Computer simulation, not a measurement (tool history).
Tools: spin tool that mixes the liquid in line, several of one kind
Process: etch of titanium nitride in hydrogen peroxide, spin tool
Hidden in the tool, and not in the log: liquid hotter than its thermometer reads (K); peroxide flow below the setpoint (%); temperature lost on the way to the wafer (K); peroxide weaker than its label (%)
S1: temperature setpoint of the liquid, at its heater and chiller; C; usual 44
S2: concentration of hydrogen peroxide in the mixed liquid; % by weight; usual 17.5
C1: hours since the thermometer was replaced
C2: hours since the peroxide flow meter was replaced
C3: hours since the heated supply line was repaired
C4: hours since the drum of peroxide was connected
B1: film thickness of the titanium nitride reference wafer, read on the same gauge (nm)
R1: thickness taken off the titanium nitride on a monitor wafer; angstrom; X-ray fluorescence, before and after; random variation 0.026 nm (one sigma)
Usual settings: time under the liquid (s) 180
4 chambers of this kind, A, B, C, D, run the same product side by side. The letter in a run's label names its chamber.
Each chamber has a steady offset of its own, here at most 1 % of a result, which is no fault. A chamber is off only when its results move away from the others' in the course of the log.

{"hour": 0.4, "done": "chamber C: new drum of peroxide connected"}
{"run": "1C", "hour": 12.0, "S1": 44, "S2": 17.5, "time under the liquid (s)": 180, "C1": 357, "C2": 2658.9, "C3": 397.7, "C4": 11.7, "B1": 39.998, "R1": 52.271}
{"run": "2B", "hour": 26.4, "S1": 44, "S2": 17.5, "time under the liquid (s)": 180, "C1": 757.7, "C2": 945.7, "C3": 201.4, "C4": 863.5, "B1": 40.021, "R1": 51.368}
{"hour": 29.5, "done": "chamber C: peroxide flow meter replaced"}
{"run": "3A", "hour": 42.3, "S1": 44, "S2": 17.5, "time under the liquid (s)": 180, "C1": 799.5, "C2": 751.4, "C3": 817.7, "C4": 557.4, "B1": 40.01, "R1": 50.319}
{"hour": 50.1, "done": "chamber A: new drum of peroxide connected"}
{"run": "4D", "hour": 57.9, "S1": 44, "S2": 17.5, "time under the liquid (s)": 180, "C1": 404.6, "C2": 432, "C3": 378.4, "C4": 165.1, "B1": 39.992, "R1": 52.367}
{"run": "5D", "hour": 66.2, "S1": 44, "S2": 17.5, "time under the liquid (s)": 180, "C1": 412.9, "C2": 440.3, "C3": 386.7, "C4": 173.4, "B1": 40.005, "R1": 51.563}
{"run": "6A", "hour": 76.3, "S1": 44, "S2": 17.5, "time under the liquid (s)": 180, "C1": 833.5, "C2": 785.4, "C3": 851.7, "C4": 26.2, "B1": 39.972, "R1": 50.894}
{"run": "7B", "hour": 91.7, "S1": 44, "S2": 17.5, "time under the liquid (s)": 180, "C1": 823, "C2": 1011, "C3": 266.7, "C4": 928.8, "B1": 39.998, "R1": 51.537}
{"run": "8C", "hour": 104.9, "S1": 44, "S2": 17.5, "time under the liquid (s)": 180, "C1": 449.9, "C2": 75.5, "C3": 490.6, "C4": 104.6, "B1": 39.995, "R1": 52.028}
{"run": "9D", "hour": 117.1, "S1": 44, "S2": 17.5, "time under the liquid (s)": 180, "C1": 463.8, "C2": 491.2, "C3": 437.6, "C4": 224.3, "B1": 40.028, "R1": 52.063}
{"run": "10A", "hour": 129.6, "S1": 44, "S2": 21.5, "time under the liquid (s)": 275, "C1": 886.8, "C2": 838.7, "C3": 905, "C4": 79.5, "B1": 39.982, "R1": 81.931}
{"run": "11C", "hour": 143.8, "S1": 44, "S2": 21.5, "time under the liquid (s)": 275, "C1": 488.8, "C2": 114.4, "C3": 529.5, "C4": 143.5, "B1": 39.995, "R1": 82.689}
{"run": "12B", "hour": 151.5, "S1": 44, "S2": 21.5, "time under the liquid (s)": 275, "C1": 882.8, "C2": 1070.8, "C3": 326.5, "C4": 988.6, "B1": 39.984, "R1": 81.729}
{"run": "13D", "hour": 163.3, "S1": 44, "S2": 21.5, "time under the liquid (s)": 275, "C1": 510, "C2": 537.4, "C3": 483.8, "C4": 270.5, "B1": 39.987, "R1": 82.5}
{"run": "14A", "hour": 173.1, "S1": 44, "S2": 17.5, "time under the liquid (s)": 180, "C1": 930.3, "C2": 882.2, "C3": 948.5, "C4": 123, "B1": 40.057, "R1": 51.21}
{"run": "15B", "hour": 186.4, "S1": 50.5, "S2": 17.5, "time under the liquid (s)": 180, "C1": 917.7, "C2": 1105.7, "C3": 361.4, "C4": 1023.5, "B1": 40.027, "R1": 83.841}
{"run": "16C", "hour": 199.7, "S1": 50.5, "S2": 17.5, "time under the liquid (s)": 180, "C1": 544.7, "C2": 170.3, "C3": 585.4, "C4": 199.4, "B1": 40.006, "R1": 83.749}
{"run": "17D", "hour": 210.2, "S1": 50.5, "S2": 17.5, "time under the liquid (s)": 180, "C1": 556.9, "C2": 584.3, "C3": 530.7, "C4": 317.4, "B1": 39.971, "R1": 82.35}
{"run": "18C", "hour": 222.5, "S1": 50.5, "S2": 17.5, "time under the liquid (s)": 180, "C1": 567.5, "C2": 193.1, "C3": 608.2, "C4": 222.2, "B1": 39.969, "R1": 82.965}
{"hour": 225.3, "done": "chamber D: new drum of peroxide connected"}
{"run": "19B", "hour": 231.6, "S1": 44, "S2": 17.5, "time under the liquid (s)": 180, "C1": 962.9, "C2": 1150.9, "C3": 406.6, "C4": 1068.7, "B1": 39.945, "R1": 50.956}
{"run": "20A", "hour": 240.3, "S1": 44, "S2": 17.5, "time under the liquid (s)": 180, "C1": 997.5, "C2": 949.4, "C3": 1015.7, "C4": 190.2, "B1": 39.984, "R1": 50.841}
{"hour": 246.7, "done": "chamber B: new drum of peroxide connected"}
{"run": "21C", "hour": 247.9, "S1": 44, "S2": 17.5, "time under the liquid (s)": 180, "C1": 592.9, "C2": 218.5, "C3": 633.6, "C4": 247.6, "B1": 40.032, "R1": 51.927}
{"hour": 262.5, "done": "chamber A: heated supply line repaired"}
{"run": "22A", "hour": 263.1, "S1": 44, "S2": 17.5, "time under the liquid (s)": 180, "C1": 1020.3, "C2": 972.2, "C3": 0.7, "C4": 213, "B1": 40.031, "R1": 51.238}
{"run": "23D", "hour": 271.7, "S1": 44, "S2": 17.5, "time under the liquid (s)": 180, "C1": 618.4, "C2": 645.8, "C3": 592.2, "C4": 46.4, "B1": 39.965, "R1": 50.352}
{"run": "24B", "hour": 288.1, "S1": 44, "S2": 17.5, "time under the liquid (s)": 180, "C1": 1019.4, "C2": 1207.4, "C3": 463.1, "C4": 41.4, "B1": 39.992, "R1": 50.893}
{"run": "25C", "hour": 298.8, "S1": 44, "S2": 21, "time under the liquid (s)": 280, "C1": 643.8, "C2": 269.4, "C3": 684.5, "C4": 298.5, "B1": 40.024, "R1": 83.662}
{"run": "26D", "hour": 312.3, "S1": 44, "S2": 21, "time under the liquid (s)": 280, "C1": 659, "C2": 686.4, "C3": 632.8, "C4": 87, "B1": 39.978, "R1": 80.504}
{"run": "27B", "hour": 323.8, "S1": 44, "S2": 21, "time under the liquid (s)": 280, "C1": 1055.1, "C2": 1243.1, "C3": 498.8, "C4": 77.1, "B1": 40.021, "R1": 82.96}
{"run": "28A", "hour": 335.9, "S1": 44, "S2": 21, "time under the liquid (s)": 280, "C1": 1093.1, "C2": 1045, "C3": 73.5, "C4": 285.8, "B1": 40.019, "R1": 82.457}
{"run": "29C", "hour": 346.5, "S1": 44, "S2": 17.5, "time under the liquid (s)": 180, "C1": 691.5, "C2": 317.1, "C3": 732.2, "C4": 346.2, "B1": 40.012, "R1": 52.061}
{"run": "30B", "hour": 357.6, "S1": 44, "S2": 17.5, "time under the liquid (s)": 180, "C1": 1088.9, "C2": 1276.9, "C3": 532.6, "C4": 110.9, "B1": 40.025, "R1": 51.779}
{"run": "31D", "hour": 366.3, "S1": 44, "S2": 21, "time under the liquid (s)": 275, "C1": 713, "C2": 740.4, "C3": 686.8, "C4": 141, "B1": 39.987, "R1": 77.553}

What goes on in this fleet: one chamber off, a drifting gauge, or nothing beyond the chambers' own small offsets? Name the chamber and the cause, if any.

Chamber D drifts away from the others.
Cause: temperature lost on the way to the wafer (K) = 0.684.
The log may not tell that from: liquid colder than its thermometer reads (K).

Here are 4 candidates for chamber D's next run, each the usual settings with a change, their results left as question marks. Which one brings its results back in line with what the others give on the usual settings?
In line means no further than this from the other chambers' mean on the usual settings: R1 0.91 angstrom
{"run": "32D-1", "hour": 378.1, "S1": 44.5, "S2": 17.5, "time under the liquid (s)": 180, "R1": "?"}
{"run": "32D-2", "hour": 378.1, "S1": 44, "S2": 17.5, "time under the liquid (s)": 195, "R1": "?"}
{"run": "32D-3", "hour": 378.1, "S1": 44, "S2": 14, "time under the liquid (s)": 180, "R1": "?"}
{"run": "32D-4", "hour": 378.1, "S1": 43, "S2": 17.5, "time under the liquid (s)": 180, "R1": "?"}

The other chambers' mean on the usual settings: R1 51.526 angstrom
run=32D-1 R1=51.417
run=32D-2 R1=53.687
run=32D-3 R1=47.261
run=32D-4 R1=45.951
32D-1 brings the chamber back in line.
